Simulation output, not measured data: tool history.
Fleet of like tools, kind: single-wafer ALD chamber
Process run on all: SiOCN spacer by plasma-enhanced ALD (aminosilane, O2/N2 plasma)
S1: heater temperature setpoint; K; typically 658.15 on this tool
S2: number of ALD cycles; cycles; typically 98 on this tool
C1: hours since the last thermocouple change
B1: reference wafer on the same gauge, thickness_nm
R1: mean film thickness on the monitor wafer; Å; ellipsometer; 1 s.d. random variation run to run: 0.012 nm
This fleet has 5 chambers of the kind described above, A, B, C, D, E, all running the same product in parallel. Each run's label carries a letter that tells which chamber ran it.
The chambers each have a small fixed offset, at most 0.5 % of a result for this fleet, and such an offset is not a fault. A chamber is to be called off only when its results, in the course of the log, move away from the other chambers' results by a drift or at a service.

{"run": "1C", "hour": 5.5, "S1": 658.15, "S2": 98, "C1": 662.0, "B1": 5.9214, "R1": 58.835}
{"run": "2B", "hour": 9.8, "S1": 658.15, "S2": 98, "C1": 1008.7, "B1": 5.9195, "R1": 59.053}
{"run": "3E", "hour": 15.1, "S1": 658.15, "S2": 98, "C1": 1266.7, "B1": 5.9207, "R1": 59.063}
{"run": "4D", "hour": 18.3, "S1": 658.15, "S2": 98, "C1": 910.6, "B1": 5.9217, "R1": 59.402}
{"run": "5A", "hour": 20.8, "S1": 658.15, "S2": 90, "C1": 1591.7, "B1": 5.9194, "R1": 54.024}
{"run": "6C", "hour": 26.2, "S1": 658.15, "S2": 90, "C1": 682.7, "B1": 5.9211, "R1": 54.125}
{"run": "7D", "hour": 29.8, "S1": 658.15, "S2": 90, "C1": 922.1, "B1": 5.9177, "R1": 54.466}
{"run": "8E", "hour": 32.9, "S1": 658.15, "S2": 90, "C1": 1284.5, "B1": 5.9201, "R1": 54.402}
{"run": "9A", "hour": 36.0, "S1": 658.15, "S2": 90, "C1": 1606.9, "B1": 5.9199, "R1": 54.207}
{"run": "10B", "hour": 40.7, "S1": 658.15, "S2": 98, "C1": 1039.6, "B1": 5.9227, "R1": 59.158}
{"run": "11B", "hour": 46.0, "S1": 658.15, "S2": 98, "C1": 1044.9, "B1": 5.9206, "R1": 59.283}
{"run": "12A", "hour": 51.3, "S1": 658.15, "S2": 98, "C1": 1622.2, "B1": 5.9197, "R1": 59.032}
{"run": "13C", "hour": 53.8, "S1": 658.15, "S2": 98, "C1": 710.3, "B1": 5.9186, "R1": 59.071}
{"run": "14E", "hour": 56.8, "S1": 658.15, "S2": 98, "C1": 1308.4, "B1": 5.9201, "R1": 59.319}
{"run": "15D", "hour": 61.1, "S1": 658.15, "S2": 98, "C1": 953.4, "B1": 5.9183, "R1": 59.125}
{"run": "16A", "hour": 64.7, "S1": 658.15, "S2": 98, "C1": 1635.6, "B1": 5.9198, "R1": 58.91}
{"run": "17C", "hour": 69.9, "S1": 658.15, "S2": 98, "C1": 726.4, "B1": 5.9169, "R1": 59.089}
{"run": "18E", "hour": 72.7, "S1": 658.15, "S2": 98, "C1": 1324.3, "B1": 5.9199, "R1": 59.414}
{"run": "19B", "hour": 76.3, "S1": 658.15, "S2": 98, "C1": 1075.2, "B1": 5.9191, "R1": 59.198}
{"run": "20D", "hour": 79.1, "S1": 658.15, "S2": 98, "C1": 971.4, "B1": 5.918, "R1": 59.398}
{"run": "21D", "hour": 82.6, "S1": 658.15, "S2": 98, "C1": 974.9, "B1": 5.9187, "R1": 59.206}
{"run": "22A", "hour": 87.5, "S1": 652.15, "S2": 98, "C1": 1658.4, "B1": 5.9201, "R1": 58.955}
{"run": "23B", "hour": 90.6, "S1": 652.15, "S2": 98, "C1": 1089.5, "B1": 5.9172, "R1": 59.303}
{"run": "24E", "hour": 94.8, "S1": 652.15, "S2": 98, "C1": 1346.4, "B1": 5.9227, "R1": 59.159}
{"run": "25C", "hour": 97.9, "S1": 652.15, "S2": 98, "C1": 754.4, "B1": 5.9211, "R1": 59.024}
{"run": "26C", "hour": 101.6, "S1": 652.15, "S2": 98, "C1": 758.1, "B1": 5.9157, "R1": 59.088}
{"run": "27A", "hour": 106.3, "S1": 658.15, "S2": 98, "C1": 1677.2, "B1": 5.9209, "R1": 58.926}
{"run": "28E", "hour": 109.5, "S1": 658.15, "S2": 98, "C1": 1361.1, "B1": 5.9239, "R1": 59.305}
{"run": "29B", "hour": 113.5, "S1": 658.15, "S2": 110, "C1": 1112.4, "B1": 5.9184, "R1": 66.823}
{"run": "30D", "hour": 117.1, "S1": 658.15, "S2": 110, "C1": 1009.4, "B1": 5.9206, "R1": 66.465}
{"run": "31E", "hour": 122.0, "S1": 658.15, "S2": 110, "C1": 1373.6, "B1": 5.9192, "R1": 66.556}
{"run": "32D", "hour": 124.7, "S1": 658.15, "S2": 110, "C1": 1017.0, "B1": 5.9199, "R1": 66.669}
{"run": "33B", "hour": 127.9, "S1": 658.15, "S2": 110, "C1": 1126.8, "B1": 5.9167, "R1": 66.436}
{"run": "34C", "hour": 130.8, "S1": 646.15, "S2": 87, "C1": 787.3, "B1": 5.9227, "R1": 52.38}
{"run": "35A", "hour": 136.0, "S1": 646.15, "S2": 87, "C1": 1706.9, "B1": 5.9197, "R1": 52.424}
{"run": "36C", "hour": 141.4, "S1": 646.15, "S2": 87, "C1": 797.9, "B1": 5.9203, "R1": 52.446}
{"run": "37A", "hour": 146.1, "S1": 646.15, "S2": 87, "C1": 1717.0, "B1": 5.9175, "R1": 52.404}
{"run": "38B", "hour": 150.5, "S1": 646.15, "S2": 87, "C1": 1149.4, "B1": 5.9182, "R1": 52.684}
{"run": "39D", "hour": 155.2, "S1": 658.15, "S2": 98, "C1": 1047.5, "B1": 5.9181, "R1": 59.387}
{"run": "40E", "hour": 160.0, "S1": 658.15, "S2": 98, "C1": 1411.6, "B1": 5.9155, "R1": 59.054}
{"run": "41A", "hour": 162.6, "S1": 658.15, "S2": 98, "C1": 1733.5, "B1": 5.9176, "R1": 58.946}
{"run": "42B", "hour": 165.0, "S1": 658.15, "S2": 98, "C1": 1163.9, "B1": 5.9219, "R1": 59.08}
{"run": "43E", "hour": 167.9, "S1": 658.15, "S2": 98, "C1": 1419.5, "B1": 5.9179, "R1": 59.023}
{"run": "44D", "hour": 171.9, "S1": 658.15, "S2": 98, "C1": 1064.2, "B1": 5.9195, "R1": 59.278}

Each of the 5 chambers runs these same settings next. Fill in every chamber's results:
{"run": "45A", "hour": 175.8, "S1": 658.15, "S2": 107, "R1": "?"}
{"run": "45B", "hour": 175.8, "S1": 658.15, "S2": 107, "R1": "?"}
{"run": "45C", "hour": 175.8, "S1": 658.15, "S2": 107, "R1": "?"}
{"run": "45D", "hour": 175.8, "S1": 658.15, "S2": 107, "R1": "?"}
{"run": "45E", "hour": 175.8, "S1": 658.15, "S2": 107, "R1": "?"}

run=45A R1=64.288
run=45B R1=64.773
run=45C R1=64.271
run=45D R1=64.837
run=45E R1=64.541
